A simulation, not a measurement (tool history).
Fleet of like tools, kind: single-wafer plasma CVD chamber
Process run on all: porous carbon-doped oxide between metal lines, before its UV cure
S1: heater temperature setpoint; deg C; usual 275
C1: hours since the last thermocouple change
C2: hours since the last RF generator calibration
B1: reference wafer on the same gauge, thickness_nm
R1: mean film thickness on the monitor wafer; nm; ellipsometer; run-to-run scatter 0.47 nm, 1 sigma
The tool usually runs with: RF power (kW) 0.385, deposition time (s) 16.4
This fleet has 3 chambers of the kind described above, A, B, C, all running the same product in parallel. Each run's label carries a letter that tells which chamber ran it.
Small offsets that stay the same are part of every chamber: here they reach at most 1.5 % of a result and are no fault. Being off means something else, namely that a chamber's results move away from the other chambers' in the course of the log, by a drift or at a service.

run 1C hour=13.8 | S1=275 RF_power_(kW)=0.385 deposition_time_(s)=16.4 | C1=1278.9 C2=297.5 | B1=83.799 | R1=87.400
run 2B hour=27.8 | S1=275 RF_power_(kW)=0.385 deposition_time_(s)=16.4 | C1=406.6 C2=113.6 | B1=83.688 | R1=86.035
run 3A hour=35.2 | S1=275 RF_power_(kW)=0.385 deposition_time_(s)=16.4 | C1=1075.8 C2=1746.3 | B1=83.716 | R1=87.034
run 4A hour=47.7 | S1=275 RF_power_(kW)=0.385 deposition_time_(s)=16.4 | C1=1088.3 C2=1758.8 | B1=83.762 | R1=86.192
run 5C hour=59.0 | S1=275 RF_power_(kW)=0.385 deposition_time_(s)=16.4 | C1=1324.1 C2=342.7 | B1=83.826 | R1=86.921
run 6B hour=69.6 | S1=275 RF_power_(kW)=0.385 deposition_time_(s)=16.4 | C1=448.4 C2=155.4 | B1=83.741 | R1=85.829
run 7C hour=75.8 | S1=275 RF_power_(kW)=0.385 deposition_time_(s)=16.4 | C1=1340.9 C2=359.5 | B1=83.749 | R1=86.794
run 8B hour=85.4 | S1=275 RF_power_(kW)=0.385 deposition_time_(s)=16.4 | C1=464.2 C2=171.2 | B1=83.777 | R1=85.902
run 9A hour=99.9 | S1=275 RF_power_(kW)=0.385 deposition_time_(s)=16.4 | C1=1140.5 C2=1811.0 | B1=83.934 | R1=86.423
run 10C hour=106.9 | S1=275 RF_power_(kW)=0.385 deposition_time_(s)=16.4 | C1=1372.0 C2=390.6 | B1=83.807 | R1=87.622
run 11A hour=119.0 | S1=275 RF_power_(kW)=0.385 deposition_time_(s)=16.4 | C1=1159.6 C2=1830.1 | B1=83.786 | R1=86.582
run 12B hour=131.6 | S1=275 RF_power_(kW)=0.385 deposition_time_(s)=16.4 | C1=510.4 C2=217.4 | B1=83.714 | R1=86.690
run 13A hour=144.0 | S1=286 RF_power_(kW)=0.385 deposition_time_(s)=16.4 | C1=1184.6 C2=1855.1 | B1=83.681 | R1=81.493
run 14B hour=151.1 | S1=286 RF_power_(kW)=0.385 deposition_time_(s)=16.4 | C1=529.9 C2=236.9 | B1=83.744 | R1=80.643
run 15C hour=164.1 | S1=286 RF_power_(kW)=0.385 deposition_time_(s)=16.4 | C1=1429.2 C2=447.8 | B1=83.850 | R1=81.316
run 16A hour=170.8 | S1=267 RF_power_(kW)=0.455 deposition_time_(s)=16.4 | C1=1211.4 C2=1881.9 | B1=83.736 | R1=103.490
run 17C hour=184.2 | S1=267 RF_power_(kW)=0.455 deposition_time_(s)=16.4 | C1=1449.3 C2=467.9 | B1=83.753 | R1=104.370
run 18B hour=198.2 | S1=267 RF_power_(kW)=0.455 deposition_time_(s)=16.4 | C1=577.0 C2=284.0 | B1=83.804 | R1=103.740
run 19B hour=207.1 | S1=275 RF_power_(kW)=0.385 deposition_time_(s)=16.4 | C1=585.9 C2=292.9 | B1=83.777 | R1=84.970
-- hour=215.6 chamber A: RF generator calibrated
run 20C hour=217.0 | S1=275 RF_power_(kW)=0.425 deposition_time_(s)=17.6 | C1=1482.1 C2=500.7 | B1=83.817 | R1=100.250
run 21A hour=226.2 | S1=275 RF_power_(kW)=0.425 deposition_time_(s)=17.6 | C1=1266.8 C2=10.7 | B1=83.792 | R1=99.290
run 22A hour=238.0 | S1=275 RF_power_(kW)=0.425 deposition_time_(s)=17.6 | C1=1278.6 C2=22.5 | B1=83.739 | R1=100.180
run 23B hour=246.3 | S1=275 RF_power_(kW)=0.385 deposition_time_(s)=16.4 | C1=625.1 C2=332.1 | B1=83.841 | R1=85.498
run 24C hour=257.3 | S1=275 RF_power_(kW)=0.385 deposition_time_(s)=16.4 | C1=1522.4 C2=541.0 | B1=83.855 | R1=87.134
run 25B hour=266.9 | S1=275 RF_power_(kW)=0.385 deposition_time_(s)=16.4 | C1=645.7 C2=352.7 | B1=83.879 | R1=85.844
run 26C hour=277.0 | S1=275 RF_power_(kW)=0.385 deposition_time_(s)=16.4 | C1=1542.1 C2=560.7 | B1=83.893 | R1=88.079
-- hour=278.3 chamber A: thermocouple changed; heater temperature recalibrated
run 27A hour=284.6 | S1=275 RF_power_(kW)=0.385 deposition_time_(s)=16.4 | C1=6.4 C2=69.1 | B1=83.794 | R1=87.005
run 28A hour=294.8 | S1=275 RF_power_(kW)=0.385 deposition_time_(s)=16.4 | C1=16.6 C2=79.3 | B1=83.793 | R1=86.929
run 29B hour=307.3 | S1=275 RF_power_(kW)=0.385 deposition_time_(s)=16.4 | C1=686.1 C2=393.1 | B1=83.803 | R1=86.855
run 30C hour=313.6 | S1=275 RF_power_(kW)=0.385 deposition_time_(s)=16.4 | C1=1578.7 C2=597.3 | B1=83.833 | R1=87.316
run 31C hour=327.3 | S1=275 RF_power_(kW)=0.385 deposition_time_(s)=16.4 | C1=1592.4 C2=611.0 | B1=83.659 | R1=87.996

The same settings go to every chamber for the next run, one line per chamber below. Forecast the results for each:
run 32A hour=337.7 | S1=275 RF_power_(kW)=0.385 deposition_time_(s)=16.4 | R1=?
run 32B hour=337.7 | S1=275 RF_power_(kW)=0.385 deposition_time_(s)=16.4 | R1=?
run 32C hour=337.7 | S1=275 RF_power_(kW)=0.385 deposition_time_(s)=16.4 | R1=?

run=32A R1=86.672
run=32B R1=85.841
run=32C R1=87.677
